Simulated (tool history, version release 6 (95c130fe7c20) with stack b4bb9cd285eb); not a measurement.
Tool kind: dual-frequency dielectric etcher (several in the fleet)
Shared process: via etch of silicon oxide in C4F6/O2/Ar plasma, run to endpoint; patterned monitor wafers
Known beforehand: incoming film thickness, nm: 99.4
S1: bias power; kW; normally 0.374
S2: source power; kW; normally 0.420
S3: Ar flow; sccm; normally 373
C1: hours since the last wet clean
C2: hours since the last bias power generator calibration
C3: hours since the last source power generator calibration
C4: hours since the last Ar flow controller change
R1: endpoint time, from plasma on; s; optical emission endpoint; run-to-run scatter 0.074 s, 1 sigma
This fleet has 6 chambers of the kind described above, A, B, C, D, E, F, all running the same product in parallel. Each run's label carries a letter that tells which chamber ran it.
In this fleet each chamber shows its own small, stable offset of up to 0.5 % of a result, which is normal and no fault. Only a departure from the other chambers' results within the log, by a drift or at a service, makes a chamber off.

| run | day | S1 | S2 | S3 | C1 | C2 | C3 | C4 | R1 |
|---|---|---|---|---|---|---|---|---|---|
| 1C | 0.158 | 0.374 | 0.420 | 373 | 505.5 | 1234.2 | 1506.6 | 2566.6 | 24.426 |
| 2A | 0.367 | 0.374 | 0.420 | 373 | 265.8 | 972.0 | 2159.2 | 2375.6 | 24.406 |
| 3B | 0.538 | 0.374 | 0.420 | 373 | 245.6 | 1696.9 | 753.6 | 1532.5 | 24.344 |
| 4F | 0.679 | 0.374 | 0.420 | 373 | 249.1 | 1597.8 | 1051.6 | 2997.0 | 24.553 |
| 5E | 0.817 | 0.374 | 0.420 | 373 | 398.6 | 1713.6 | 2042.5 | 2851.9 | 24.450 |
| 6D | 0.971 | 0.374 | 0.420 | 310 | 327.1 | 1213.2 | 1824.4 | 413.6 | 23.916 |
| 7E | 1.088 | 0.374 | 0.420 | 310 | 405.1 | 1720.1 | 2049.0 | 2858.4 | 24.017 |
| 8A | 1.200 | 0.374 | 0.420 | 310 | 285.8 | 992.0 | 2179.2 | 2395.6 | 23.901 |
| 9F | 1.350 | 0.374 | 0.420 | 310 | 265.2 | 1613.9 | 1067.7 | 3013.1 | 23.940 |
| 10D | 1.529 | 0.374 | 0.420 | 310 | 340.5 | 1226.6 | 1837.8 | 427.0 | 23.856 |
| 11B | 1.700 | 0.374 | 0.420 | 310 | 273.5 | 1724.8 | 781.5 | 1560.4 | 23.883 |
| 12C | 1.846 | 0.374 | 0.420 | 462 | 546.0 | 1274.7 | 1547.1 | 2607.1 | 24.994 |
| 13B | 1.950 | 0.374 | 0.420 | 462 | 279.5 | 1730.8 | 787.5 | 1566.4 | 25.004 |
|  | 1.954 | chamber D: wet clean of the chamber |
| 14D | 2.100 | 0.374 | 0.420 | 462 | 3.5 | 1240.3 | 1851.5 | 440.7 | 24.991 |
| 15F | 2.242 | 0.374 | 0.420 | 462 | 286.6 | 1635.3 | 1089.1 | 3034.5 | 25.053 |
| 16A | 2.388 | 0.374 | 0.420 | 462 | 314.3 | 1020.5 | 2207.7 | 2424.1 | 25.173 |
| 17C | 2.517 | 0.374 | 0.420 | 462 | 562.1 | 1290.8 | 1563.2 | 2623.2 | 24.947 |
| 18E | 2.721 | 0.445 | 0.420 | 411 | 444.3 | 1759.3 | 2088.2 | 2897.6 | 23.264 |
| 19E | 2.883 | 0.445 | 0.420 | 411 | 448.2 | 1763.2 | 2092.1 | 2901.5 | 23.233 |
| 20C | 2.992 | 0.445 | 0.420 | 411 | 573.5 | 1302.2 | 1574.6 | 2634.6 | 23.182 |
| 21B | 3.104 | 0.445 | 0.420 | 411 | 307.2 | 1758.5 | 815.2 | 1594.1 | 22.907 |
| 22D | 3.233 | 0.445 | 0.420 | 411 | 30.7 | 1267.5 | 1878.7 | 467.9 | 23.209 |
|  | 3.312 | chamber E: Ar flow controller replaced |
| 23F | 3.429 | 0.445 | 0.420 | 411 | 315.1 | 1663.8 | 1117.6 | 3063.0 | 23.298 |
| 24A | 3.638 | 0.374 | 0.420 | 373 | 344.3 | 1050.5 | 2237.7 | 2454.1 | 24.348 |
| 25D | 3.846 | 0.374 | 0.420 | 373 | 45.4 | 1282.2 | 1893.4 | 482.6 | 24.349 |
| 26A | 3.942 | 0.374 | 0.360 | 373 | 351.6 | 1057.8 | 2245.0 | 2461.4 | 25.653 |
| 27E | 4.138 | 0.374 | 0.360 | 373 | 478.3 | 1793.3 | 2122.2 | 19.9 | 25.902 |
| 28B | 4.304 | 0.374 | 0.360 | 373 | 336.0 | 1787.3 | 844.0 | 1622.9 | 25.114 |
| 29F | 4.517 | 0.374 | 0.360 | 373 | 341.2 | 1689.9 | 1143.7 | 3089.1 | 25.863 |
| 30C | 4.621 | 0.374 | 0.360 | 373 | 612.6 | 1341.3 | 1613.7 | 2673.7 | 25.669 |
| 31A | 4.742 | 0.374 | 0.360 | 373 | 370.8 | 1077.0 | 2264.2 | 2480.6 | 25.791 |
| 32B | 4.838 | 0.374 | 0.420 | 373 | 348.8 | 1800.1 | 856.8 | 1635.7 | 23.481 |
| 33C | 4.946 | 0.374 | 0.420 | 373 | 620.4 | 1349.1 | 1621.5 | 2681.5 | 24.323 |
| 34F | 5.092 | 0.374 | 0.420 | 373 | 355.0 | 1703.7 | 1157.5 | 3102.9 | 24.619 |
| 35D | 5.258 | 0.374 | 0.420 | 373 | 79.3 | 1316.1 | 1927.3 | 516.5 | 24.399 |
| 36E | 5.362 | 0.332 | 0.420 | 293 | 507.7 | 1822.7 | 2151.6 | 49.3 | 24.936 |

All chambers now run identical settings, listed one chamber a line with results as question marks. What results will each chamber show?
| 37A | 5.517 | 0.374 | 0.420 | 373 |  |  |  |  | ? |
| 37B | 5.517 | 0.374 | 0.420 | 373 |  |  |  |  | ? |
| 37C | 5.517 | 0.374 | 0.420 | 373 |  |  |  |  | ? |
| 37D | 5.517 | 0.374 | 0.420 | 373 |  |  |  |  | ? |
| 37E | 5.517 | 0.374 | 0.420 | 373 |  |  |  |  | ? |
| 37F | 5.517 | 0.374 | 0.420 | 373 |  |  |  |  | ? |

| run | R1 |
|---|---|
| 37A | 24.540 |
| 37B | 23.435 |
| 37C | 24.371 |
| 37D | 24.390 |
| 37E | 24.412 |
| 37F | 24.552 |
